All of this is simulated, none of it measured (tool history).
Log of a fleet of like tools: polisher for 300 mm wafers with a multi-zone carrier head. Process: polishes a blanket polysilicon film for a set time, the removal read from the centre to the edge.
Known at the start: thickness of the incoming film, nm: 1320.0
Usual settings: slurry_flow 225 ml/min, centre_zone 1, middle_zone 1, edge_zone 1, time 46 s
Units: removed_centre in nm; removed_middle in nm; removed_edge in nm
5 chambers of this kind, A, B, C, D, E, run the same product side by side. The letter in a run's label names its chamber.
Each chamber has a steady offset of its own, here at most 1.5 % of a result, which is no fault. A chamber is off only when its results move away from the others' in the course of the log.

| run | day | slurry_flow | centre_zone | middle_zone | edge_zone | time | wafers polished on this pad | hours since the slurry nozzle was cleaned | hours since the centre zone pressure was calibrated | hours since the edge zone pressure was calibrated | removed_centre | removed_middle | removed_edge |
|---|---|---|---|---|---|---|---|---|---|---|---|---|---|
|  | 0.05 | chamber E: worn pad replaced by a new one |
| 1B | 0.2 | 225 | 1 | 1 | 1 | 46 | 1060 | 165.6 | 80.2 | 69.5 | 241.76 | 233.74 | 239.55 |
| 2D | 0.404 | 225 | 1 | 1 | 1 | 46 | 415 | 129 | 869.1 | 431.2 | 234 | 242.08 | 232.65 |
| 3C | 0.75 | 225 | 1 | 1 | 1 | 46 | 463 | 457.4 | 110.4 | 451.5 | 235.64 | 236.89 | 235.95 |
| 4A | 1.1 | 225 | 1 | 1 | 1 | 46 | 784 | 136.3 | 283.3 | 501.8 | 242.49 | 241.33 | 240.51 |
|  | 1.288 | chamber B: worn pad replaced by a new one |
| 5E | 1.362 | 225 | 1 | 1 | 1 | 58 | 294 | 87.9 | 257.9 | 295.9 | 295.71 | 297.3 | 300.72 |
|  | 1.608 | chamber A: worn pad replaced by a new one |
| 6D | 1.671 | 225 | 1 | 1 | 1 | 58 | 698 | 159.4 | 899.5 | 461.6 | 295.66 | 301.8 | 306.61 |
| 7A | 1.9 | 225 | 1 | 1 | 1 | 58 | 65 | 155.5 | 302.5 | 521 | 300.59 | 304.08 | 295.5 |
|  | 2.238 | chamber C: worn pad replaced by a new one |
| 8B | 2.25 | 225 | 1 | 1 | 1 | 58 | 215 | 214.8 | 129.4 | 118.7 | 296.22 | 290.57 | 302.95 |
| 9C | 2.554 | 225 | 1 | 1 | 1 | 58 | 71 | 500.7 | 153.7 | 494.8 | 291.47 | 291.21 | 298.64 |
| 10E | 2.9 | 225 | 1 | 1 | 1 | 46 | 638 | 124.8 | 294.8 | 332.8 | 232.14 | 237.54 | 243.4 |
|  | 2.967 | chamber D: worn pad replaced by a new one |
|  | 3.042 | chamber E: worn pad replaced by a new one |
| 11C | 3.188 | 225 | 1 | 1 | 1 | 46 | 213 | 515.9 | 168.9 | 510 | 234.82 | 234.45 | 234.53 |
| 12E | 3.479 | 225 | 1 | 1 | 1 | 46 | 98 | 138.7 | 308.7 | 346.7 | 235.18 | 237.67 | 238.52 |
| 13A | 3.879 | 225 | 1 | 1 | 1 | 46 | 508 | 203 | 350 | 568.5 | 239.76 | 241.75 | 232.16 |
| 14D | 4.133 | 225 | 1 | 1 | 1 | 46 | 261 | 218.5 | 958.6 | 520.7 | 234.55 | 236.87 | 241.03 |
| 15B | 4.392 | 225 | 1 | 1 | 1 | 46 | 694 | 266.2 | 180.8 | 170.1 | 238.45 | 234.85 | 232.49 |
| 16B | 4.621 | 225 | 1 | 1 | 0.89 | 38 | 745 | 271.7 | 186.3 | 175.6 | 197.81 | 192.49 | 185.42 |
| 17D | 4.846 | 225 | 1 | 1 | 0.89 | 38 | 420 | 235.6 | 975.7 | 537.8 | 196.26 | 198.95 | 185.29 |
| 18A | 5.125 | 225 | 1 | 1 | 0.89 | 38 | 786 | 232.9 | 379.9 | 598.4 | 197.04 | 195.62 | 185.96 |
|  | 5.183 | chamber B: slurry nozzle cleaned |
| 19C | 5.342 | 225 | 1 | 1 | 0.89 | 38 | 694 | 567.6 | 220.6 | 561.7 | 191.11 | 193.5 | 185.27 |
|  | 5.375 | chamber D: slurry nozzle cleaned |
|  | 5.488 | chamber A: worn pad replaced by a new one |
| 20E | 5.575 | 225 | 1 | 1 | 0.89 | 38 | 567 | 189 | 359 | 397 | 194.06 | 194.51 | 182.72 |
| 21C | 5.796 | 225 | 1 | 1 | 1 | 46 | 796 | 578.5 | 231.5 | 572.6 | 235.08 | 238.31 | 239.51 |
|  | 5.804 | chamber C: worn pad replaced by a new one |
|  | 6.054 | chamber D: centre zone pressure recalibrated |
| 22B | 6.067 | 225 | 1 | 1 | 1 | 46 | 1068 | 21.3 | 221 | 210.3 | 238.21 | 235.59 | 239.05 |
| 23A | 6.458 | 225 | 1 | 1 | 1 | 46 | 217 | 264.9 | 411.9 | 630.4 | 231.41 | 239.54 | 244.55 |
|  | 6.496 | chamber E: worn pad replaced by a new one |
| 24D | 6.721 | 225 | 1 | 1 | 1 | 46 | 839 | 32.4 | 16.1 | 582.8 | 236.82 | 241.41 | 235.56 |
| 25E | 6.925 | 225 | 1 | 1 | 1 | 46 | 96 | 221.4 | 391.4 | 429.4 | 236.11 | 239.22 | 244.08 |
|  | 7.038 | chamber A: centre zone pressure recalibrated |
|  | 7.133 | chamber D: worn pad replaced by a new one |
| 26E | 7.283 | 225 | 1 | 1 | 1 | 46 | 176 | 230 | 400 | 438 | 233.86 | 238.11 | 239.64 |
| 27D | 7.5 | 225 | 1 | 1 | 1 | 46 | 82 | 51.1 | 34.8 | 601.5 | 234.77 | 237.39 | 238.28 |
|  | 7.796 | chamber B: worn pad replaced by a new one |
| 28C | 7.929 | 225 | 1 | 1 | 1 | 46 | 475 | 629.7 | 282.7 | 623.8 | 234.78 | 232.73 | 233.89 |
| 29A | 8.133 | 225 | 1 | 1 | 1 | 46 | 591 | 305.1 | 26.3 | 670.6 | 232.79 | 232.12 | 222.78 |
| 30B | 8.521 | 225 | 1 | 1 | 1 | 46 | 162 | 80.2 | 279.9 | 269.2 | 237.25 | 236.18 | 236.09 |
| 31D | 8.925 | 225 | 1 | 1 | 1 | 46 | 400 | 85.3 | 69 | 635.7 | 240.72 | 239.35 | 241.86 |
|  | 9.342 | chamber C: worn pad replaced by a new one |
| 32C | 9.354 | 225 | 1 | 1 | 1 | 46 | 3 | 663.9 | 316.9 | 658 | 235.52 | 227.61 | 238.5 |
|  | 9.562 | chamber A: worn pad replaced by a new one |
| 33A | 9.567 | 225 | 1 | 1 | 1 | 46 | 1 | 339.5 | 60.7 | 705 | 230.08 | 226.9 | 231.83 |
|  | 9.721 | chamber E: worn pad replaced by a new one |
| 34B | 9.762 | 225 | 1 | 1 | 1 | 46 | 440 | 110 | 309.7 | 299 | 236.4 | 233.97 | 237.73 |
| 35E | 9.958 | 285 | 1 | 1 | 1.06 | 46 | 54 | 294.2 | 464.2 | 502.2 | 243.28 | 244.67 | 250.82 |
| 36A | 10.171 | 285 | 1 | 1 | 1.06 | 46 | 136 | 354 | 75.2 | 719.5 | 234.6 | 238.27 | 242.84 |
| 37C | 10.596 | 285 | 1 | 1 | 1.06 | 46 | 281 | 693.7 | 346.7 | 687.8 | 242.56 | 240.14 | 252.52 |
| 38D | 10.817 | 285 | 1 | 1 | 1.06 | 46 | 823 | 130.7 | 114.4 | 681.1 | 243.22 | 242.08 | 248.12 |
| 39E | 11.029 | 285 | 1 | 1 | 1.06 | 46 | 293 | 319.9 | 489.9 | 527.9 | 240.18 | 244.37 | 255.02 |
| 40B | 11.417 | 225 | 0.92 | 1 | 1 | 46 | 810 | 149.7 | 349.4 | 338.7 | 216.08 | 236.68 | 242.01 |
|  | 11.5 | chamber C: slurry nozzle cleaned |
| 41E | 11.825 | 225 | 0.92 | 1 | 1 | 46 | 471 | 339 | 509 | 547 | 212.34 | 236.98 | 234.21 |
| 42A | 12.042 | 225 | 0.92 | 1 | 1 | 46 | 554 | 398.9 | 120.1 | 764.4 | 201.86 | 225.37 | 233.57 |
|  | 12.371 | chamber C: worn pad replaced by a new one |
| 43C | 12.45 | 225 | 0.92 | 1 | 1 | 46 | 18 | 22.8 | 391.2 | 732.3 | 212.7 | 233.95 | 232.38 |

What goes on in this fleet: one chamber off, a drifting gauge, or nothing beyond the chambers' own small offsets? Name the chamber and the cause, if any.

Chamber A drifts away from the others.
Cause: slurry flow missing at the pad, % = 35.3.

Here are 4 candidates for chamber A's next run, each the usual settings with a change, their results left as question marks. Which one brings its results back in line with what the others give on the usual settings?
In line means no further than this from the other chambers' mean on the usual settings: removed_centre 6.8 nm; removed_middle 6.6 nm; removed_edge 12 nm
| 44A-1 | 12.762 | 230 | 1.02 | 1 | 1 | 51 |  |  |  |  | ? | ? | ? |
| 44A-2 | 12.762 | 230 | 1.01 | 1 | 1 | 48 |  |  |  |  | ? | ? | ? |
| 44A-3 | 12.762 | 220 | 0.99 | 1 | 1 | 44 |  |  |  |  | ? | ? | ? |
| 44A-4 | 12.762 | 220 | 0.98 | 1 | 1 | 41 |  |  |  |  | ? | ? | ? |

The other chambers' mean on the usual settings: removed_centre 236.05 nm; removed_middle 236.2 nm; removed_edge 237.55 nm
| run | removed_centre | removed_middle | removed_edge |
|---|---|---|---|
| 44A-1 | 251.74 | 248.67 | 253.09 |
| 44A-2 | 234.41 | 234.06 | 238.2 |
| 44A-3 | 208.19 | 212.72 | 216.99 |
| 44A-4 | 191.86 | 198.23 | 202.2 |
44A-2 brings the chamber back in line.
